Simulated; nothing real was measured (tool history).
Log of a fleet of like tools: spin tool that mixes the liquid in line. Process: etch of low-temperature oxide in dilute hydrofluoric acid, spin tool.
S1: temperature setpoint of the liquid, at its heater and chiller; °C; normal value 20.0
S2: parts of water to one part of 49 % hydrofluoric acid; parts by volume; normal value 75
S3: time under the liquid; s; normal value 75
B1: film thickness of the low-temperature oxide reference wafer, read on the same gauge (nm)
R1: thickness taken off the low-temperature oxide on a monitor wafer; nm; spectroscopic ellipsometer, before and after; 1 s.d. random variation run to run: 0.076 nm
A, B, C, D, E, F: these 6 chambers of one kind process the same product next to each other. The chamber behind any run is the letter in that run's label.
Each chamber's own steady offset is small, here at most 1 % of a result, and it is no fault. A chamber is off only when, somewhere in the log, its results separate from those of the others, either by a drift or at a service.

run 1B hour=7.4 | S1=20.0 S2=75 S3=75 | B1=139.97 | R1=9.3767
run 2C hour=14.0 | S1=20.0 S2=75 S3=75 | B1=140.00 | R1=9.2535
run 3E hour=25.3 | S1=20.0 S2=75 S3=75 | B1=140.00 | R1=9.3123
run 4A hour=32.0 | S1=20.0 S2=75 S3=75 | B1=139.99 | R1=9.1624
run 5F hour=42.5 | S1=20.0 S2=75 S3=75 | B1=139.98 | R1=9.1883
run 6D hour=52.3 | S1=20.0 S2=75 S3=75 | B1=139.97 | R1=9.4073
run 7E hour=64.5 | S1=20.0 S2=75 S3=75 | B1=140.00 | R1=9.2743
run 8F hour=78.6 | S1=20.0 S2=75 S3=75 | B1=140.01 | R1=9.3320
run 9C hour=86.1 | S1=20.0 S2=75 S3=75 | B1=140.04 | R1=9.1522
run 10B hour=93.2 | S1=20.0 S2=75 S3=75 | B1=140.00 | R1=9.3445
run 11D hour=103.0 | S1=20.0 S2=75 S3=75 | B1=140.01 | R1=9.4399
run 12A hour=113.5 | S1=20.0 S2=75 S3=75 | B1=140.02 | R1=9.2621
run 13A hour=124.0 | S1=20.0 S2=75 S3=75 | B1=140.01 | R1=9.1235
run 14B hour=133.8 | S1=20.0 S2=75 S3=75 | B1=139.98 | R1=9.2891
-- hour=142.6 chamber A: hydrofluoric acid flow meter replaced
run 15C hour=144.8 | S1=20.0 S2=75 S3=75 | B1=140.00 | R1=9.2723
run 16E hour=156.4 | S1=20.0 S2=75 S3=75 | B1=140.02 | R1=9.5669
run 17D hour=170.0 | S1=20.0 S2=75 S3=75 | B1=140.03 | R1=9.4060
run 18F hour=180.3 | S1=20.0 S2=75 S3=75 | B1=139.99 | R1=9.3772
run 19E hour=187.7 | S1=20.0 S2=75 S3=75 | B1=140.01 | R1=9.5276
run 20F hour=198.9 | S1=20.0 S2=75 S3=75 | B1=139.99 | R1=9.3693
run 21A hour=210.6 | S1=20.0 S2=75 S3=75 | B1=140.04 | R1=9.3401
run 22C hour=217.4 | S1=20.0 S2=75 S3=75 | B1=140.02 | R1=9.1629
-- hour=217.5 chamber D: thermometer replaced
run 23B hour=226.0 | S1=20.0 S2=75 S3=75 | B1=139.99 | R1=9.2708
run 24D hour=238.4 | S1=20.0 S2=75 S3=75 | B1=140.01 | R1=9.3332
run 25A hour=252.2 | S1=20.0 S2=75 S3=75 | B1=140.00 | R1=9.2105
run 26B hour=259.9 | S1=20.0 S2=75 S3=75 | B1=139.98 | R1=9.2233
run 27F hour=273.7 | S1=20.0 S2=75 S3=75 | B1=139.99 | R1=9.2257
run 28D hour=284.6 | S1=20.0 S2=75 S3=75 | B1=139.98 | R1=9.4215
run 29E hour=295.0 | S1=24.5 S2=75 S3=60 | B1=140.02 | R1=9.4622
run 30C hour=305.3 | S1=24.5 S2=75 S3=60 | B1=139.97 | R1=8.8046
run 31A hour=317.0 | S1=24.5 S2=75 S3=60 | B1=139.97 | R1=8.9039
-- hour=319.9 chamber F: thermometer replaced
run 32E hour=326.8 | S1=24.5 S2=75 S3=60 | B1=140.00 | R1=9.5629
run 33B hour=337.1 | S1=24.5 S2=75 S3=60 | B1=139.99 | R1=8.8493
run 34C hour=349.7 | S1=24.5 S2=75 S3=60 | B1=140.00 | R1=8.9203
run 35D hour=360.3 | S1=17.0 S2=75 S3=75 | B1=139.98 | R1=8.3032
run 36F hour=370.2 | S1=17.0 S2=75 S3=75 | B1=140.00 | R1=8.1241
run 37F hour=376.4 | S1=17.0 S2=75 S3=75 | B1=140.00 | R1=8.0208
run 38C hour=384.0 | S1=17.0 S2=75 S3=75 | B1=140.01 | R1=8.0902
run 39E hour=393.9 | S1=17.0 S2=75 S3=75 | B1=140.01 | R1=8.8877
run 40A hour=405.6 | S1=17.0 S2=75 S3=75 | B1=140.00 | R1=8.0192

What goes on in this fleet: one chamber off, a drifting gauge, or nothing beyond the chambers' own small offsets? Name the chamber and the cause, if any.

Chamber E drifts away from the others.
What lies behind it: liquid hotter than its thermometer reads (K) = 2.1.
It could be hard to tell apart here from: hydrofluoric acid flow above the setpoint (%).

Below are 4 candidate recipes for chamber E's next run, each the usual settings with a change, their results shown as question marks. Which of them brings E's results back in line with what the other chambers give on the usual settings?
A result is in line if it is within this distance of the other chambers' mean on the usual settings: R1 0.2600 nm
run 41E-1 hour=415.7 | S1=20.0 S2=70 S3=75 | R1=?
run 41E-2 hour=415.7 | S1=20.0 S2=70 S3=80 | R1=?
run 41E-3 hour=415.7 | S1=18.0 S2=75 S3=75 | R1=?
run 41E-4 hour=415.7 | S1=20.0 S2=80 S3=70 | R1=?

Mean of the other chambers on the usual settings: R1 9.2847 nm
run=41E-1 R1=10.8900
run=41E-2 R1=11.6160
run=41E-3 R1=9.3068
run=41E-4 R1=8.7776
With 41E-3, the chamber falls back in line with the rest.
